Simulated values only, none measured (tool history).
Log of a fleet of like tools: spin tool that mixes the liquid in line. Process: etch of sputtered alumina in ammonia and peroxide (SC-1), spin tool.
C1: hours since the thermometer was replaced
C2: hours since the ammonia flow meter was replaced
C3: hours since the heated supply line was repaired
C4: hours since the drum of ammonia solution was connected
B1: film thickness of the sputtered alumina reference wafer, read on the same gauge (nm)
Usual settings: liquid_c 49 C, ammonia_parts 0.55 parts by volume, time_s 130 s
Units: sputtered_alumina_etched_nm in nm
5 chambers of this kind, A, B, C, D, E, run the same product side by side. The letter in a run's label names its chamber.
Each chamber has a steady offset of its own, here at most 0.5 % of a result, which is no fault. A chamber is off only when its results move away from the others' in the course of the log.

{"run": "1A", "hour": 10.5, "liquid_c": 49, "ammonia_parts": 0.55, "time_s": 130, "C1": 1134.8, "C2": 875.0, "C3": 792.5, "C4": 280.9, "B1": 89.982, "sputtered_alumina_etched_nm": 6.7628}
{"run": "2E", "hour": 23.1, "liquid_c": 49, "ammonia_parts": 0.55, "time_s": 130, "C1": 823.1, "C2": 1310.6, "C3": 1973.9, "C4": 123.7, "B1": 89.995, "sputtered_alumina_etched_nm": 6.7893}
{"hour": 31.3, "done": "chamber A: heated supply line repaired"}
{"run": "3D", "hour": 35.4, "liquid_c": 49, "ammonia_parts": 0.55, "time_s": 130, "C1": 169.6, "C2": 733.2, "C3": 3178.8, "C4": 291.7, "B1": 89.997, "sputtered_alumina_etched_nm": 6.7489}
{"run": "4C", "hour": 45.1, "liquid_c": 49, "ammonia_parts": 0.55, "time_s": 130, "C1": 2152.2, "C2": 802.1, "C3": 1567.3, "C4": 358.2, "B1": 90.027, "sputtered_alumina_etched_nm": 6.7879}
{"run": "5B", "hour": 56.0, "liquid_c": 49, "ammonia_parts": 0.45, "time_s": 180, "C1": 519.2, "C2": 750.5, "C3": 452.4, "C4": 443.8, "B1": 90.014, "sputtered_alumina_etched_nm": 9.1456}
{"hour": 57.3, "done": "chamber B: ammonia flow meter replaced"}
{"run": "6A", "hour": 66.3, "liquid_c": 49, "ammonia_parts": 0.45, "time_s": 180, "C1": 1190.6, "C2": 930.8, "C3": 35.1, "C4": 336.7, "B1": 90.009, "sputtered_alumina_etched_nm": 9.1364}
{"run": "7D", "hour": 76.0, "liquid_c": 49, "ammonia_parts": 0.45, "time_s": 180, "C1": 210.2, "C2": 773.8, "C3": 3219.4, "C4": 332.3, "B1": 90.026, "sputtered_alumina_etched_nm": 9.2673}
{"run": "8B", "hour": 86.6, "liquid_c": 49, "ammonia_parts": 0.45, "time_s": 180, "C1": 549.8, "C2": 29.4, "C3": 483.0, "C4": 474.4, "B1": 90.019, "sputtered_alumina_etched_nm": 9.2339}
{"run": "9C", "hour": 95.2, "liquid_c": 49, "ammonia_parts": 0.45, "time_s": 180, "C1": 2202.3, "C2": 852.2, "C3": 1617.4, "C4": 408.3, "B1": 90.024, "sputtered_alumina_etched_nm": 9.1813}
{"run": "10E", "hour": 105.6, "liquid_c": 49, "ammonia_parts": 0.55, "time_s": 130, "C1": 905.6, "C2": 1393.1, "C3": 2056.4, "C4": 206.2, "B1": 89.995, "sputtered_alumina_etched_nm": 6.6705}
{"run": "11E", "hour": 118.2, "liquid_c": 49, "ammonia_parts": 0.55, "time_s": 130, "C1": 918.2, "C2": 1405.7, "C3": 2069.0, "C4": 218.8, "B1": 90.016, "sputtered_alumina_etched_nm": 6.748}
{"run": "12D", "hour": 128.3, "liquid_c": 49, "ammonia_parts": 0.3, "time_s": 130, "C1": 262.5, "C2": 826.1, "C3": 3271.7, "C4": 384.6, "B1": 89.987, "sputtered_alumina_etched_nm": 6.339}
{"run": "13C", "hour": 137.5, "liquid_c": 49, "ammonia_parts": 0.3, "time_s": 130, "C1": 2244.6, "C2": 894.5, "C3": 1659.7, "C4": 450.6, "B1": 89.998, "sputtered_alumina_etched_nm": 6.3791}
{"run": "14B", "hour": 145.6, "liquid_c": 49, "ammonia_parts": 0.3, "time_s": 130, "C1": 608.8, "C2": 88.4, "C3": 542.0, "C4": 533.4, "B1": 89.947, "sputtered_alumina_etched_nm": 6.5356}
{"run": "15A", "hour": 153.7, "liquid_c": 49, "ammonia_parts": 0.3, "time_s": 130, "C1": 1278.0, "C2": 1018.2, "C3": 122.5, "C4": 424.1, "B1": 90.015, "sputtered_alumina_etched_nm": 6.3367}
{"run": "16E", "hour": 167.4, "liquid_c": 49, "ammonia_parts": 0.3, "time_s": 130, "C1": 967.4, "C2": 1454.9, "C3": 2118.2, "C4": 268.0, "B1": 89.985, "sputtered_alumina_etched_nm": 6.3086}
{"run": "17D", "hour": 181.1, "liquid_c": 49, "ammonia_parts": 0.55, "time_s": 130, "C1": 315.3, "C2": 878.9, "C3": 3324.5, "C4": 437.4, "B1": 89.99, "sputtered_alumina_etched_nm": 6.7941}
{"run": "18C", "hour": 194.0, "liquid_c": 49, "ammonia_parts": 0.55, "time_s": 130, "C1": 2301.1, "C2": 951.0, "C3": 1716.2, "C4": 507.1, "B1": 89.988, "sputtered_alumina_etched_nm": 6.7434}
{"hour": 197.8, "done": "chamber E: ammonia flow meter replaced"}
{"run": "19A", "hour": 201.7, "liquid_c": 49, "ammonia_parts": 0.55, "time_s": 130, "C1": 1326.0, "C2": 1066.2, "C3": 170.5, "C4": 472.1, "B1": 89.958, "sputtered_alumina_etched_nm": 6.7436}
{"run": "20B", "hour": 215.4, "liquid_c": 49, "ammonia_parts": 0.55, "time_s": 130, "C1": 678.6, "C2": 158.2, "C3": 611.8, "C4": 603.2, "B1": 90.014, "sputtered_alumina_etched_nm": 6.9298}
{"run": "21A", "hour": 227.2, "liquid_c": 49, "ammonia_parts": 0.55, "time_s": 130, "C1": 1351.5, "C2": 1091.7, "C3": 196.0, "C4": 497.6, "B1": 90.004, "sputtered_alumina_etched_nm": 6.7238}
{"hour": 237.0, "done": "chamber C: new drum of ammonia solution connected"}
{"run": "22E", "hour": 241.0, "liquid_c": 49, "ammonia_parts": 0.55, "time_s": 130, "C1": 1041.0, "C2": 43.3, "C3": 2191.8, "C4": 341.6, "B1": 90.032, "sputtered_alumina_etched_nm": 6.7414}
{"run": "23B", "hour": 249.7, "liquid_c": 49, "ammonia_parts": 0.55, "time_s": 130, "C1": 712.9, "C2": 192.5, "C3": 646.1, "C4": 637.5, "B1": 89.988, "sputtered_alumina_etched_nm": 7.0162}
{"run": "24D", "hour": 261.1, "liquid_c": 49, "ammonia_parts": 0.55, "time_s": 130, "C1": 395.3, "C2": 958.9, "C3": 3404.5, "C4": 517.4, "B1": 89.99, "sputtered_alumina_etched_nm": 6.7263}
{"hour": 271.9, "done": "chamber C: thermometer replaced"}
{"run": "25C", "hour": 275.4, "liquid_c": 49, "ammonia_parts": 0.55, "time_s": 130, "C1": 3.5, "C2": 1032.4, "C3": 1797.6, "C4": 38.4, "B1": 89.981, "sputtered_alumina_etched_nm": 6.7084}
{"run": "26C", "hour": 289.1, "liquid_c": 49, "ammonia_parts": 0.55, "time_s": 130, "C1": 17.2, "C2": 1046.1, "C3": 1811.3, "C4": 52.1, "B1": 90.003, "sputtered_alumina_etched_nm": 6.7628}
{"run": "27D", "hour": 299.4, "liquid_c": 49, "ammonia_parts": 0.55, "time_s": 165, "C1": 433.6, "C2": 997.2, "C3": 3442.8, "C4": 555.7, "B1": 90.015, "sputtered_alumina_etched_nm": 8.5274}
{"run": "28A", "hour": 309.2, "liquid_c": 49, "ammonia_parts": 0.55, "time_s": 165, "C1": 1433.5, "C2": 1173.7, "C3": 278.0, "C4": 579.6, "B1": 89.945, "sputtered_alumina_etched_nm": 8.5918}
{"run": "29E", "hour": 318.2, "liquid_c": 49, "ammonia_parts": 0.55, "time_s": 165, "C1": 1118.2, "C2": 120.5, "C3": 2269.0, "C4": 418.8, "B1": 90.009, "sputtered_alumina_etched_nm": 8.5079}
{"run": "30B", "hour": 332.6, "liquid_c": 49, "ammonia_parts": 0.55, "time_s": 165, "C1": 795.8, "C2": 275.4, "C3": 729.0, "C4": 720.4, "B1": 90.0, "sputtered_alumina_etched_nm": 9.2256}
{"run": "31B", "hour": 340.1, "liquid_c": 49, "ammonia_parts": 0.55, "time_s": 165, "C1": 803.3, "C2": 282.9, "C3": 736.5, "C4": 727.9, "B1": 89.99, "sputtered_alumina_etched_nm": 9.1176}
{"run": "32A", "hour": 350.6, "liquid_c": 49, "ammonia_parts": 0.55, "time_s": 130, "C1": 1474.9, "C2": 1215.1, "C3": 319.4, "C4": 621.0, "B1": 89.974, "sputtered_alumina_etched_nm": 6.739}
{"run": "33C", "hour": 357.9, "liquid_c": 49, "ammonia_parts": 0.55, "time_s": 130, "C1": 86.0, "C2": 1114.9, "C3": 1880.1, "C4": 120.9, "B1": 90.006, "sputtered_alumina_etched_nm": 6.6652}
{"run": "34D", "hour": 369.9, "liquid_c": 49, "ammonia_parts": 0.55, "time_s": 130, "C1": 504.1, "C2": 1067.7, "C3": 3513.3, "C4": 626.2, "B1": 89.993, "sputtered_alumina_etched_nm": 6.7361}
{"run": "35E", "hour": 378.2, "liquid_c": 49, "ammonia_parts": 0.55, "time_s": 130, "C1": 1178.2, "C2": 180.5, "C3": 2329.0, "C4": 478.8, "B1": 90.036, "sputtered_alumina_etched_nm": 6.6704}
{"hour": 385.7, "done": "chamber D: heated supply line repaired"}
{"run": "36A", "hour": 388.1, "liquid_c": 49, "ammonia_parts": 0.55, "time_s": 130, "C1": 1512.4, "C2": 1252.6, "C3": 356.9, "C4": 658.5, "B1": 89.988, "sputtered_alumina_etched_nm": 6.8203}
{"run": "37C", "hour": 397.7, "liquid_c": 49, "ammonia_parts": 0.55, "time_s": 130, "C1": 125.8, "C2": 1154.7, "C3": 1919.9, "C4": 160.7, "B1": 89.993, "sputtered_alumina_etched_nm": 6.7109}
{"run": "38D", "hour": 408.0, "liquid_c": 49, "ammonia_parts": 0.55, "time_s": 130, "C1": 542.2, "C2": 1105.8, "C3": 22.4, "C4": 664.3, "B1": 89.972, "sputtered_alumina_etched_nm": 6.7758}
{"run": "39E", "hour": 417.8, "liquid_c": 49, "ammonia_parts": 0.65, "time_s": 190, "C1": 1217.8, "C2": 220.1, "C3": 2368.6, "C4": 518.4, "B1": 89.987, "sputtered_alumina_etched_nm": 10.096}
{"run": "40B", "hour": 425.5, "liquid_c": 49, "ammonia_parts": 0.65, "time_s": 190, "C1": 888.7, "C2": 368.3, "C3": 821.9, "C4": 813.3, "B1": 90.014, "sputtered_alumina_etched_nm": 10.924}
{"hour": 434.4, "done": "chamber C: ammonia flow meter replaced"}
{"run": "41D", "hour": 434.7, "liquid_c": 49, "ammonia_parts": 0.65, "time_s": 190, "C1": 568.9, "C2": 1132.5, "C3": 49.1, "C4": 691.0, "B1": 89.988, "sputtered_alumina_etched_nm": 10.008}
{"run": "42C", "hour": 447.2, "liquid_c": 49, "ammonia_parts": 0.65, "time_s": 190, "C1": 175.3, "C2": 12.9, "C3": 1969.4, "C4": 210.2, "B1": 90.011, "sputtered_alumina_etched_nm": 9.9548}

What goes on in this fleet: one chamber off, a drifting gauge, or nothing beyond the chambers' own small offsets? Name the chamber and the cause, if any.

Chamber B drifts away from the others.
Cause: liquid hotter than its thermometer reads (K) = 1.81.

Here are 4 candidates for chamber B's next run, each the usual settings with a change, their results left as question marks. Which one brings its results back in line with what the others give on the usual settings?
In line means no further than this from the other chambers' mean on the usual settings: sputtered_alumina_etched_nm 0.1800 nm
{"run": "43B-1", "hour": 457.7, "liquid_c": 49.5, "ammonia_parts": 0.55, "time_s": 130, "sputtered_alumina_etched_nm": "?"}
{"run": "43B-2", "hour": 457.7, "liquid_c": 48.0, "ammonia_parts": 0.55, "time_s": 125, "sputtered_alumina_etched_nm": "?"}
{"run": "43B-3", "hour": 457.7, "liquid_c": 48.5, "ammonia_parts": 0.55, "time_s": 130, "sputtered_alumina_etched_nm": "?"}
{"run": "43B-4", "hour": 457.7, "liquid_c": 50.0, "ammonia_parts": 0.55, "time_s": 135, "sputtered_alumina_etched_nm": "?"}

The other chambers' mean on the usual settings: sputtered_alumina_etched_nm 6.7540 nm
run=43B-1 sputtered_alumina_etched_nm=7.6330
run=43B-2 sputtered_alumina_etched_nm=6.7568
run=43B-3 sputtered_alumina_etched_nm=7.2269
run=43B-4 sputtered_alumina_etched_nm=8.1495
43B-2 brings the chamber back in line.
